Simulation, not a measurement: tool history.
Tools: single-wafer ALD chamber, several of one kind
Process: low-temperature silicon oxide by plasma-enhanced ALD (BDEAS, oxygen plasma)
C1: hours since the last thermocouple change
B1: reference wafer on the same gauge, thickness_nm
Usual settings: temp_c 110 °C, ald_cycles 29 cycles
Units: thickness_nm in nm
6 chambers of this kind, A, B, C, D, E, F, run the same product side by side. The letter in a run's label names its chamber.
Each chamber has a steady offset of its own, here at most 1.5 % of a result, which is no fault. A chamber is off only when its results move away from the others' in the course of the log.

Run 1F, hour 8.6: usual settings; C1 712.6; B1 3.5796. Result: thickness_nm 4.1193 nm.
Run 2D, hour 13.5: usual settings; C1 782.8; B1 3.5808. Result: thickness_nm 4.059 nm.
Run 3A, hour 19.5: usual settings; C1 1648.6; B1 3.58. Result: thickness_nm 4.0745 nm.
Run 4B, hour 26.6: usual settings; C1 465.5; B1 3.5817. Result: thickness_nm 4.0964 nm.
Run 5E, hour 35.1: usual settings; C1 253.6; B1 3.5822. Result: thickness_nm 4.1091 nm.
Run 6C, hour 43.9: usual settings; C1 541.4; B1 3.5824. Result: thickness_nm 4.0616 nm.
Run 7A, hour 53.4: usual settings; C1 1682.5; B1 3.5827. Result: thickness_nm 4.0781 nm.
Run 8D, hour 60.6: usual settings; C1 829.9; B1 3.5841. Result: thickness_nm 4.056 nm.
Run 9B, hour 69.5: usual settings; C1 508.4; B1 3.5843. Result: thickness_nm 4.0897 nm.
Run 10E, hour 73.8: usual settings; C1 292.3; B1 3.5837. Result: thickness_nm 4.113 nm.
Run 11F, hour 80.9: usual settings; C1 784.9; B1 3.5835. Result: thickness_nm 4.1295 nm.
Run 12C, hour 89.5: usual settings but ald_cycles 24 cycles; C1 587; B1 3.5858. Result: thickness_nm 3.3659 nm.
Run 13D, hour 94: usual settings but ald_cycles 24 cycles; C1 863.3; B1 3.5874. Result: thickness_nm 3.3724 nm.
Run 14B, hour 98.2: usual settings but ald_cycles 24 cycles; C1 537.1; B1 3.5869. Result: thickness_nm 3.3944 nm.
Run 15C, hour 105: usual settings but ald_cycles 24 cycles; C1 602.5; B1 3.5859. Result: thickness_nm 3.3727 nm.
Run 16A, hour 109.9: usual settings but ald_cycles 24 cycles; C1 1739; B1 3.5862. Result: thickness_nm 3.3832 nm.
Run 17E, hour 117.7: usual settings but ald_cycles 24 cycles; C1 336.2; B1 3.5878. Result: thickness_nm 3.4084 nm.
Run 18F, hour 126.5: usual settings; C1 830.5; B1 3.5876. Result: thickness_nm 4.1389 nm.
Run 19B, hour 133.2: usual settings; C1 572.1; B1 3.5884. Result: thickness_nm 4.0964 nm.
Run 20E, hour 138.1: usual settings; C1 356.6; B1 3.5898. Result: thickness_nm 4.1237 nm.
Run 21F, hour 143.4: usual settings; C1 847.4; B1 3.5894. Result: thickness_nm 4.1217 nm.
Run 22C, hour 148.6: usual settings; C1 646.1; B1 3.5897. Result: thickness_nm 4.0821 nm.
Run 23A, hour 152.8: usual settings; C1 1781.9; B1 3.5901. Result: thickness_nm 4.0759 nm.
Run 24D, hour 157.7: usual settings; C1 927; B1 3.5913. Result: thickness_nm 4.0771 nm.
Run 25E, hour 165.2: usual settings; C1 383.7; B1 3.5918. Result: thickness_nm 4.122 nm.
Run 26B, hour 171.8: usual settings; C1 610.7; B1 3.5928. Result: thickness_nm 4.1008 nm.
Run 27F, hour 176: usual settings; C1 880; B1 3.5926. Result: thickness_nm 4.136 nm.
Run 28C, hour 184.2: usual settings; C1 681.7; B1 3.5913. Result: thickness_nm 4.0745 nm.
Run 29D, hour 192.4: usual settings; C1 961.7; B1 3.5934. Result: thickness_nm 4.0847 nm.
Run 30A, hour 198.9: usual settings; C1 1828; B1 3.5929. Result: thickness_nm 4.0923 nm.
Run 31D, hour 207.8: usual settings; C1 977.1; B1 3.594. Result: thickness_nm 4.0729 nm.
Run 32E, hour 215.8: usual settings; C1 434.3; B1 3.5927. Result: thickness_nm 4.1302 nm.
Run 33A, hour 223.5: usual settings but ald_cycles 26 cycles; C1 1852.6; B1 3.595. Result: thickness_nm 3.6716 nm.
Run 34B, hour 231.4: usual settings but ald_cycles 26 cycles; C1 670.3; B1 3.5954. Result: thickness_nm 3.6859 nm.
Run 35F, hour 235.6: usual settings but ald_cycles 26 cycles; C1 939.6; B1 3.5957. Result: thickness_nm 3.7014 nm.
Run 36C, hour 243.6: usual settings but ald_cycles 26 cycles; C1 741.1; B1 3.5951. Result: thickness_nm 3.6513 nm.
Run 37B, hour 250: usual settings but ald_cycles 26 cycles; C1 688.9; B1 3.5963. Result: thickness_nm 3.6841 nm.
Run 38A, hour 256.9: usual settings but ald_cycles 26 cycles; C1 1886; B1 3.5959. Result: thickness_nm 3.6707 nm.
Run 39E, hour 265: usual settings; C1 483.5; B1 3.5978. Result: thickness_nm 4.1394 nm.
At hour 269.4: chamber F: thermocouple changed; heater temperature recalibrated.
Run 40F, hour 271.2: usual settings; C1 1.9; B1 3.5977. Result: thickness_nm 4.147 nm.
Run 41C, hour 280.1: usual settings; C1 777.6; B1 3.5985. Result: thickness_nm 4.0726 nm.
Run 42D, hour 288: usual settings; C1 1057.3; B1 3.5993. Result: thickness_nm 4.0866 nm.
Run 43A, hour 294.3: usual settings; C1 1923.4; B1 3.5997. Result: thickness_nm 4.0989 nm.
Run 44D, hour 301.7: usual settings; C1 1071; B1 3.5999. Result: thickness_nm 4.089 nm.

Is one chamber off against the others, does the gauge drift, or is nothing wrong? If a chamber is off, say which, and what the likeliest cause is.

The gauge drifts, so all chambers seem to drift together. No chamber is off.
Cause: gauge reads high (%) = 0.567.
